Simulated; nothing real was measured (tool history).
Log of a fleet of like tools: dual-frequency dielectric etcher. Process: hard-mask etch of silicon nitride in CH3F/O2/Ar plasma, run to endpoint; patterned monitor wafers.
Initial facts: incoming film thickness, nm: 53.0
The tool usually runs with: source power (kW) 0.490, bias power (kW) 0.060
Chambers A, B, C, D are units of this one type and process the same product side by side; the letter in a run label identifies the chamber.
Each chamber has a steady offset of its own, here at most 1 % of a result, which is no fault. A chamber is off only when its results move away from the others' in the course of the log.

run,day,source power (kW),bias power (kW),hours since the last wet clean,hours since the last source power generator calibration,hours since the last bias power generator calibration,endpoint time (s)
1A,0.296,0.490,0.060,87.2,911.2,3330.2,75.589
2C,0.450,0.490,0.060,346.1,334.3,1149.9,75.635
# day 0.688: chamber B: wet clean of the chamber
3B,0.767,0.490,0.060,1.9,1617.0,1246.1,75.066
4D,0.921,0.490,0.060,386.4,1193.2,772.9,75.806
5C,1.238,0.490,0.060,365.0,353.2,1168.8,75.807
6B,1.400,0.440,0.060,17.1,1632.2,1261.3,78.691
7A,1.621,0.440,0.060,119.0,943.0,3362.0,78.453
8D,1.812,0.440,0.060,407.8,1214.6,794.3,79.474
9C,2.008,0.440,0.060,383.5,371.7,1187.3,79.455
10D,2.312,0.490,0.060,419.8,1226.6,806.3,76.117
11A,2.525,0.490,0.060,140.7,964.7,3383.7,75.646
12B,2.725,0.560,0.060,48.9,1664.0,1293.1,71.021
13C,2.996,0.560,0.060,407.2,395.4,1211.0,72.493
14B,3.229,0.560,0.060,61.0,1676.1,1305.2,71.728
15A,3.546,0.560,0.060,165.2,989.2,3408.2,71.309
16D,3.779,0.490,0.060,455.0,1261.8,841.5,76.287
17A,4.112,0.490,0.074,178.8,1002.8,3421.8,70.344
18D,4.371,0.490,0.074,469.2,1276.0,855.7,71.068
19C,4.700,0.490,0.074,448.1,436.3,1251.9,71.754
20B,5.000,0.490,0.074,103.5,1718.6,1347.7,70.258
21A,5.250,0.490,0.060,206.1,1030.1,3449.1,76.018
22B,5.521,0.490,0.070,116.0,1731.1,1360.2,71.314
23C,5.812,0.490,0.070,474.8,463.0,1278.6,73.277
24D,6.029,0.490,0.070,509.0,1315.8,895.5,72.067
25D,6.346,0.490,0.070,516.6,1323.4,903.1,72.744
26C,6.679,0.490,0.060,495.6,483.8,1299.4,77.582

One chamber off, gauge drift, or nothing amiss beyond the chambers' own small offsets? If it is a chamber, which one, and what is the likeliest cause?

One chamber, C, drifts off from the rest bit by bit.
Most likely cause: etch rate under this chamber's usual, % = 2.6.

Chamber C could run next with any of the 4 candidate recipes listed below; each alters the usual settings, and their results appear as question marks. Which one brings its results back in line with what the other chambers deliver on the usual settings?
In line here means within this much of the mean the other chambers give on the usual settings: endpoint time (s) 0.810
27C-1,6.929,0.520,0.064,,,,?
27C-2,6.929,0.510,0.062,,,,?
27C-3,6.929,0.460,0.060,,,,?
27C-4,6.929,0.430,0.060,,,,?

The mean the other chambers reach with the usual settings: endpoint time (s) 75.595
run,endpoint time (s)
27C-1,74.260
27C-2,75.597
27C-3,79.476
27C-4,81.536
The right change is 27C-2: it brings the chamber back within the allowed miss of the others.
